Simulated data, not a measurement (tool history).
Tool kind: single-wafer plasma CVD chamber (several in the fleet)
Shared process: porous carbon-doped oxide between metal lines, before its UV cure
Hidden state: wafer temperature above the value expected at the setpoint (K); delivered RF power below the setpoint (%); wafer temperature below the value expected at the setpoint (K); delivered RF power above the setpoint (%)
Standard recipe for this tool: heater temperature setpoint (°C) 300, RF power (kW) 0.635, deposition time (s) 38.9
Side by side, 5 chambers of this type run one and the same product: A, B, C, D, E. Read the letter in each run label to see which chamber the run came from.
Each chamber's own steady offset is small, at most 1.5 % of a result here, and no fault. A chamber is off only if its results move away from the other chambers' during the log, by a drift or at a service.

| run | hour | heater temperature setpoint (°C) | RF power (kW) | deposition time (s) | hours since the last thermocouple change | hours since the last RF generator calibration | read-back reference wafer on the same gauge, thickness_nm | mean film thickness on the monitor wafer (nm) |
|---|---|---|---|---|---|---|---|---|
| 1D | 5.1 | 300 | 0.635 | 38.9 | 850.2 | 550.3 | 242.10 | 246.89 |
| 2A | 9.8 | 300 | 0.635 | 38.9 | 285.4 | 412.8 | 242.19 | 247.71 |
| 3C | 14.5 | 300 | 0.635 | 38.9 | 168.1 | 953.8 | 242.03 | 244.76 |
| 4E | 17.9 | 300 | 0.635 | 38.9 | 377.4 | 879.2 | 242.17 | 242.45 |
| 5B | 21.8 | 300 | 0.635 | 38.9 | 1279.2 | 560.7 | 242.34 | 247.51 |
| 6D | 25.0 | 300 | 0.635 | 38.9 | 870.1 | 570.2 | 242.39 | 246.85 |
| 7C | 27.9 | 300 | 0.635 | 38.9 | 181.5 | 967.2 | 242.23 | 244.70 |
| 8B | 31.8 | 300 | 0.595 | 38.9 | 1289.2 | 570.7 | 242.46 | 236.69 |
| 9E | 36.4 | 300 | 0.595 | 38.9 | 395.9 | 897.7 | 242.52 | 232.47 |
| 10A | 41.1 | 300 | 0.595 | 38.9 | 316.7 | 444.1 | 242.60 | 237.13 |
| 11D | 46.3 | 300 | 0.595 | 38.9 | 891.4 | 591.5 | 242.68 | 237.41 |
| 12E | 48.8 | 300 | 0.595 | 38.9 | 408.3 | 910.1 | 242.50 | 233.27 |
| 13B | 51.7 | 300 | 0.635 | 38.9 | 1309.1 | 590.6 | 242.64 | 246.73 |
| 14C | 54.1 | 300 | 0.635 | 38.9 | 207.7 | 993.4 | 242.66 | 245.47 |
| 15A | 57.6 | 313 | 0.635 | 43.7 | 333.2 | 460.6 | 242.78 | 258.44 |
| 16B | 61.5 | 313 | 0.635 | 43.7 | 1318.9 | 600.4 | 242.78 | 258.92 |
| 17C | 64.5 | 313 | 0.635 | 43.7 | 218.1 | 1003.8 | 242.86 | 255.87 |
| 18A | 68.4 | 313 | 0.635 | 43.7 | 344.0 | 471.4 | 242.84 | 257.85 |
| 19D | 71.4 | 313 | 0.635 | 43.7 | 916.5 | 616.6 | 242.91 | 259.09 |
| 20E | 74.0 | 300 | 0.585 | 34.0 | 433.5 | 935.3 | 243.08 | 203.00 |
| 21E | 76.8 | 300 | 0.585 | 34.0 | 436.3 | 938.1 | 243.03 | 202.75 |
| 22D | 79.5 | 300 | 0.585 | 34.0 | 924.6 | 624.7 | 243.10 | 206.56 |
| 23A | 84.0 | 300 | 0.585 | 34.0 | 359.6 | 487.0 | 243.09 | 206.36 |
| 24B | 87.8 | 300 | 0.585 | 34.0 | 1345.2 | 626.7 | 243.18 | 205.46 |
| 25C | 90.6 | 300 | 0.635 | 38.9 | 244.2 | 1029.9 | 243.23 | 246.33 |
| 26C | 95.9 | 300 | 0.635 | 38.9 | 249.5 | 1035.2 | 243.31 | 246.80 |
| 27E | 98.5 | 300 | 0.635 | 38.9 | 458.0 | 959.8 | 243.26 | 244.20 |
| 28A | 101.2 | 300 | 0.635 | 46.2 | 376.8 | 504.2 | 243.27 | 293.74 |
| 29B | 105.0 | 300 | 0.635 | 46.2 | 1362.4 | 643.9 | 243.42 | 293.80 |
| 30D | 107.5 | 300 | 0.635 | 46.2 | 952.6 | 652.7 | 243.35 | 293.39 |
| 31C | 111.4 | 300 | 0.635 | 46.2 | 265.0 | 1050.7 | 243.52 | 291.61 |
| 32E | 114.5 | 300 | 0.635 | 46.2 | 474.0 | 975.8 | 243.40 | 288.37 |
| 33A | 116.8 | 300 | 0.635 | 38.9 | 392.4 | 519.8 | 243.47 | 249.13 |
| 34B | 121.0 | 300 | 0.635 | 38.9 | 1378.4 | 659.9 | 243.58 | 248.03 |
| 35D | 123.3 | 313 | 0.635 | 38.9 | 968.4 | 668.5 | 243.58 | 231.47 |
| 36D | 126.6 | 313 | 0.635 | 38.9 | 971.7 | 671.8 | 243.70 | 231.22 |

Has any chamber moved away from the others, gradually or after a service, or does the common gauge drift, or do the chambers differ only by their own small steady offsets? State the chamber and the most likely cause if one applies.

Every chamber seems to shift together because the gauge that measures them all drifts; the chambers themselves are fine.
Most likely cause: gauge reads high (%) = 0.699.
